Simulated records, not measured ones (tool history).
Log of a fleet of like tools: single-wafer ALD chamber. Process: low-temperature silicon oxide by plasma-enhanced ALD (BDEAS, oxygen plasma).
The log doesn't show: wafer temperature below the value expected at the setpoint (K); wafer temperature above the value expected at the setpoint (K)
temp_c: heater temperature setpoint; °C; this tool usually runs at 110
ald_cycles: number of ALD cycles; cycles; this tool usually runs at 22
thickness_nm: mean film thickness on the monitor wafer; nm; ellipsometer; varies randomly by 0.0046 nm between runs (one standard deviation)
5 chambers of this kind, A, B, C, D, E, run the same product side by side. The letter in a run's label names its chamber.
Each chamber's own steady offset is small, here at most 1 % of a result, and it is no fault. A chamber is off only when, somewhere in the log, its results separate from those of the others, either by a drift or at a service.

run    day  temp_c  ald_cycles  hours since the last thermocouple change  read-back reference wafer on the same gauge, thickness_nm  thickness_nm
 1A  0.275     110          22                                     516.9                                                     2.6810        3.1024
 2C  0.554     110          22                                     897.9                                                     2.6814        3.0925
 3B  0.742     110          22                                    1105.9                                                     2.6820        3.0602
 4D  0.967     110          22                                    1672.7                                                     2.6821        3.0659
 5E  1.250     110          22                                    1659.5                                                     2.6825        3.0950
 6E  1.567     110          22                                    1667.1                                                     2.6823        3.1044
 7B  1.800     110          22                                    1131.3                                                     2.6831        3.0742
 8D  2.025     110          22                                    1698.1                                                     2.6844        3.0721
 9C  2.192     110          22                                     937.2                                                     2.6852        3.0932
10A  2.475     110          22                                     569.7                                                     2.6845        3.0999
11B  2.750     120          26                                    1154.1                                                     2.6861        3.5637
12A  2.996     120          26                                     582.2                                                     2.6866        3.6054
13E  3.167     120          26                                    1705.5                                                     2.6855        3.5990
14C  3.362     120          26                                     965.3                                                     2.6857        3.6000
15D  3.633     120          26                                    1736.7                                                     2.6875        3.5702
16D  3.929     110          22                                    1743.8                                                     2.6878        3.0765
17C  4.242     110          26                                     986.4                                                     2.6889        3.6737
18B  4.542     110          26                                    1197.1                                                     2.6883        3.6420
19A  4.838     110          26                                     626.4                                                     2.6900        3.6795
20E  5.138     110          26                                    1752.8                                                     2.6911        3.6669
21A  5.358     110          26                                     638.9                                                     2.6900        3.6682
22D  5.600     110          22                                    1783.9                                                     2.6921        3.0890
23E  5.842     110          25                                    1769.7                                                     2.6911        3.5322
24C  6.138     110          25                                    1031.9                                                     2.6924        3.5275
25B  6.338     110          25                                    1240.2                                                     2.6943        3.4961
26E  6.500     110          25                                    1785.5                                                     2.6929        3.5194
27D  6.758     110          25                                    1811.7                                                     2.6933        3.4975
28C  7.071     110          22                                    1054.3                                                     2.6946        3.1119
29B  7.350     110          22                                    1264.5                                                     2.6939        3.0755
30A  7.658     110          22                                     694.1                                                     2.6955        3.1218
31B  7.879     110          22                                    1277.2                                                     2.6950        3.0851

Read the log: is a single chamber off, either drifting away or since a service, is the gauge that measures every chamber drifting, or is nothing wrong beyond small per-chamber offsets? Name any odd chamber and what most likely caused it.

The gauge drifts, so all chambers seem to drift together. No chamber is off.
What lies behind it: gauge reads high (%) = 0.607.
